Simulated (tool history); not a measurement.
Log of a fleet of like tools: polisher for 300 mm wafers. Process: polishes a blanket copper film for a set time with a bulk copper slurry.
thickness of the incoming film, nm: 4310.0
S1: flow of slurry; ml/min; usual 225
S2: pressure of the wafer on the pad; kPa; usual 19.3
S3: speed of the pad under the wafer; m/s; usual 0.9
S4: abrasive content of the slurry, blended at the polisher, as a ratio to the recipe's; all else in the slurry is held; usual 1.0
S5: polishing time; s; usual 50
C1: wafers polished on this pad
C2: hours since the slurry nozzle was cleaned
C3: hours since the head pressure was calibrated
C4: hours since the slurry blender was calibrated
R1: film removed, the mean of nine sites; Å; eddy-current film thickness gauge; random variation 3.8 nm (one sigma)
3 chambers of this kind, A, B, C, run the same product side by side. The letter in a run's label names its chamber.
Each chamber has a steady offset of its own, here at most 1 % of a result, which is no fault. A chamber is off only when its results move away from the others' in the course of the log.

| run | hour | S1 | S2 | S3 | S4 | S5 | C1 | C2 | C3 | C4 | R1 |
|---|---|---|---|---|---|---|---|---|---|---|---|
| 1A | 8.5 | 225 | 19.3 | 0.9 | 1.0 | 50 | 158 | 190.0 | 218.0 | 67.0 | 3717.7 |
| 2C | 17.6 | 225 | 19.3 | 0.9 | 1.0 | 50 | 479 | 172.2 | 198.3 | 237.8 | 3736.0 |
| 3B | 24.3 | 225 | 19.3 | 0.9 | 1.0 | 50 | 1112 | 331.3 | 472.1 | 52.4 | 3666.0 |
|  | 28.3 | chamber B: worn pad replaced by a new one |
| 4B | 32.2 | 225 | 19.3 | 0.9 | 1.0 | 50 | 53 | 339.2 | 480.0 | 60.3 | 3746.3 |
|  | 35.8 | chamber C: slurry nozzle cleaned |
|  | 36.6 | chamber B: slurry nozzle cleaned |
| 5A | 44.3 | 225 | 19.3 | 0.9 | 1.0 | 50 | 638 | 225.8 | 253.8 | 102.8 | 3780.7 |
|  | 49.4 | chamber A: worn pad replaced by a new one |
| 6C | 50.8 | 225 | 19.3 | 0.9 | 1.0 | 50 | 924 | 15.1 | 231.5 | 271.0 | 3774.7 |
| 7B | 57.8 | 225 | 19.3 | 0.9 | 1.0 | 50 | 396 | 21.2 | 505.6 | 85.9 | 3684.7 |
|  | 59.6 | chamber A: slurry nozzle cleaned |
|  | 63.5 | chamber C: worn pad replaced by a new one |
| 8A | 69.8 | 225 | 19.3 | 0.9 | 1.0 | 50 | 273 | 10.3 | 279.3 | 128.3 | 3757.6 |
| 9C | 80.8 | 225 | 19.3 | 0.9 | 1.0 | 50 | 233 | 45.1 | 261.5 | 301.0 | 3811.8 |
|  | 82.1 | chamber C: slurry blender recalibrated |
| 10B | 87.2 | 225 | 19.3 | 0.9 | 1.0 | 50 | 790 | 50.6 | 535.0 | 115.3 | 3687.9 |
|  | 98.9 | chamber B: slurry blender recalibrated |
| 11A | 99.7 | 225 | 19.3 | 0.9 | 1.0 | 50 | 674 | 40.2 | 309.2 | 158.2 | 3821.4 |
|  | 104.2 | chamber B: worn pad replaced by a new one |
|  | 106.2 | chamber A: worn pad replaced by a new one |
| 12C | 108.3 | 225 | 19.3 | 0.9 | 1.0 | 50 | 601 | 72.6 | 289.0 | 26.3 | 3776.7 |
| 13C | 119.1 | 225 | 19.3 | 0.9 | 1.0 | 50 | 746 | 83.4 | 299.8 | 37.1 | 3750.4 |
| 14B | 127.3 | 225 | 19.3 | 0.9 | 1.0 | 50 | 309 | 90.7 | 575.1 | 28.5 | 3622.7 |
| 15A | 138.3 | 225 | 19.3 | 0.9 | 1.0 | 50 | 430 | 78.8 | 347.8 | 196.8 | 3729.9 |
| 16B | 148.4 | 225 | 19.3 | 0.9 | 1.0 | 50 | 592 | 111.8 | 596.2 | 49.6 | 3522.4 |
|  | 157.0 | chamber A: worn pad replaced by a new one |
| 17C | 157.7 | 225 | 19.3 | 0.9 | 1.0 | 50 | 1264 | 122.0 | 338.4 | 75.7 | 3751.9 |
|  | 160.3 | chamber C: worn pad replaced by a new one |
| 18A | 163.3 | 225 | 19.3 | 0.9 | 1.0 | 50 | 84 | 103.8 | 372.8 | 221.8 | 3698.7 |
|  | 164.5 | chamber A: head pressure recalibrated |
| 19B | 172.7 | 225 | 19.3 | 0.6 | 1.1 | 50 | 918 | 136.1 | 620.5 | 73.9 | 2425.7 |
| 20A | 181.4 | 225 | 19.3 | 0.6 | 1.1 | 50 | 327 | 121.9 | 17.0 | 239.9 | 2563.5 |
| 21C | 191.7 | 225 | 19.3 | 0.6 | 1.1 | 50 | 422 | 156.0 | 372.4 | 109.7 | 2577.1 |
|  | 193.2 | chamber B: worn pad replaced by a new one |
| 22A | 197.9 | 225 | 19.3 | 0.9 | 1.0 | 50 | 548 | 138.4 | 33.5 | 256.4 | 3730.4 |
| 23B | 206.5 | 225 | 19.3 | 0.9 | 1.0 | 50 | 178 | 169.9 | 654.3 | 107.7 | 3471.7 |
|  | 216.3 | chamber A: worn pad replaced by a new one |
| 24C | 219.0 | 225 | 19.3 | 0.9 | 1.0 | 50 | 788 | 183.3 | 399.7 | 137.0 | 3783.4 |
| 25A | 229.9 | 225 | 19.3 | 0.9 | 1.0 | 50 | 182 | 170.4 | 65.5 | 288.4 | 3734.4 |
| 26B | 237.6 | 225 | 19.3 | 0.9 | 1.0 | 50 | 595 | 201.0 | 685.4 | 138.8 | 3431.7 |
| 27C | 245.2 | 225 | 19.3 | 0.9 | 1.0 | 50 | 1139 | 209.5 | 425.9 | 163.2 | 3793.8 |
|  | 247.3 | chamber B: slurry blender recalibrated |
| 28A | 255.5 | 225 | 19.3 | 0.9 | 1.0 | 50 | 526 | 196.0 | 91.1 | 314.0 | 3763.3 |
| 29B | 268.2 | 225 | 19.3 | 0.9 | 1.0 | 50 | 1005 | 231.6 | 716.0 | 21.0 | 3414.1 |

All 3 chambers run these settings next. Forecast each chamber's results:
| 30A | 277.4 | 225 | 19.3 | 0.9 | 1.0 | 50 |  |  |  |  | ? |
| 30B | 277.4 | 225 | 19.3 | 0.9 | 1.0 | 50 |  |  |  |  | ? |
| 30C | 277.4 | 225 | 19.3 | 0.9 | 1.0 | 50 |  |  |  |  | ? |

| run | R1 |
|---|---|
| 30A | 3773.6 |
| 30B | 3406.1 |
| 30C | 3714.0 |

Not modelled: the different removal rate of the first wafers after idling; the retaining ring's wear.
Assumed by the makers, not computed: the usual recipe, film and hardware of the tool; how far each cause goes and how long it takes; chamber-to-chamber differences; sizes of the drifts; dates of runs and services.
